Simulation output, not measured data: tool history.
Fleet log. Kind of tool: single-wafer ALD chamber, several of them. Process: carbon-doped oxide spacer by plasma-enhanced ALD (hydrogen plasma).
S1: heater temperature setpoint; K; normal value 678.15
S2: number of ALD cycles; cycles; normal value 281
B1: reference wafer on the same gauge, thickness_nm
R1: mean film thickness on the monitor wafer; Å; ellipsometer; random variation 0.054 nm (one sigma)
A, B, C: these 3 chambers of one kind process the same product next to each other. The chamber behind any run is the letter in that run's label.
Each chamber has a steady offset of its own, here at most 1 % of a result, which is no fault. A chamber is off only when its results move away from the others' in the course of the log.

{"run": "1A", "day": 0.45, "S1": 678.15, "S2": 281, "B1": 15.603, "R1": 138.22}
{"run": "2B", "day": 0.929, "S1": 678.15, "S2": 281, "B1": 15.612, "R1": 139.03}
{"run": "3C", "day": 1.308, "S1": 678.15, "S2": 281, "B1": 15.616, "R1": 137.68}
{"run": "4A", "day": 1.738, "S1": 678.15, "S2": 281, "B1": 15.599, "R1": 138.85}
{"run": "5B", "day": 2.075, "S1": 678.15, "S2": 281, "B1": 15.601, "R1": 139.4}
{"run": "6C", "day": 2.388, "S1": 678.15, "S2": 281, "B1": 15.604, "R1": 136.6}
{"run": "7B", "day": 2.875, "S1": 678.15, "S2": 281, "B1": 15.604, "R1": 139.26}
{"run": "8C", "day": 3.204, "S1": 678.15, "S2": 281, "B1": 15.582, "R1": 137.48}
{"run": "9A", "day": 3.525, "S1": 678.15, "S2": 281, "B1": 15.607, "R1": 139.37}
{"run": "10B", "day": 3.883, "S1": 678.15, "S2": 281, "B1": 15.587, "R1": 138.27}
{"run": "11A", "day": 4.204, "S1": 678.15, "S2": 281, "B1": 15.604, "R1": 139.2}
{"run": "12C", "day": 4.433, "S1": 678.15, "S2": 281, "B1": 15.589, "R1": 137.82}
{"run": "13B", "day": 4.721, "S1": 678.15, "S2": 262, "B1": 15.589, "R1": 129.66}
{"run": "14A", "day": 5.071, "S1": 678.15, "S2": 262, "B1": 15.608, "R1": 129.53}
{"day": 5.288, "done": "chamber B: thermocouple changed; heater temperature recalibrated"}
{"run": "15C", "day": 5.525, "S1": 678.15, "S2": 262, "B1": 15.612, "R1": 128.97}
{"run": "16B", "day": 5.871, "S1": 678.15, "S2": 281, "B1": 15.591, "R1": 138.35}
{"run": "17C", "day": 6.346, "S1": 678.15, "S2": 281, "B1": 15.605, "R1": 137.84}
{"run": "18A", "day": 6.825, "S1": 684.15, "S2": 281, "B1": 15.605, "R1": 136.13}
{"run": "19A", "day": 7.267, "S1": 684.15, "S2": 281, "B1": 15.599, "R1": 135.7}
{"run": "20C", "day": 7.592, "S1": 684.15, "S2": 281, "B1": 15.597, "R1": 134.04}
{"run": "21B", "day": 8.025, "S1": 678.15, "S2": 281, "B1": 15.606, "R1": 138.97}
{"run": "22A", "day": 8.508, "S1": 678.15, "S2": 281, "B1": 15.589, "R1": 138.48}
{"run": "23B", "day": 8.888, "S1": 671.15, "S2": 309, "B1": 15.595, "R1": 154.19}
{"run": "24C", "day": 9.358, "S1": 671.15, "S2": 309, "B1": 15.6, "R1": 153.75}
{"run": "25C", "day": 9.825, "S1": 671.15, "S2": 309, "B1": 15.608, "R1": 154.09}
{"run": "26A", "day": 10.154, "S1": 678.15, "S2": 281, "B1": 15.605, "R1": 139.02}
{"run": "27B", "day": 10.388, "S1": 678.15, "S2": 281, "B1": 15.598, "R1": 138.22}

For the next run the whole fleet of 3 chambers uses the same settings. Give each chamber's results:
{"run": "28A", "day": 10.742, "S1": 678.15, "S2": 281, "R1": "?"}
{"run": "28B", "day": 10.742, "S1": 678.15, "S2": 281, "R1": "?"}
{"run": "28C", "day": 10.742, "S1": 678.15, "S2": 281, "R1": "?"}

run=28A R1=138.95
run=28B R1=139.72
run=28C R1=137.73

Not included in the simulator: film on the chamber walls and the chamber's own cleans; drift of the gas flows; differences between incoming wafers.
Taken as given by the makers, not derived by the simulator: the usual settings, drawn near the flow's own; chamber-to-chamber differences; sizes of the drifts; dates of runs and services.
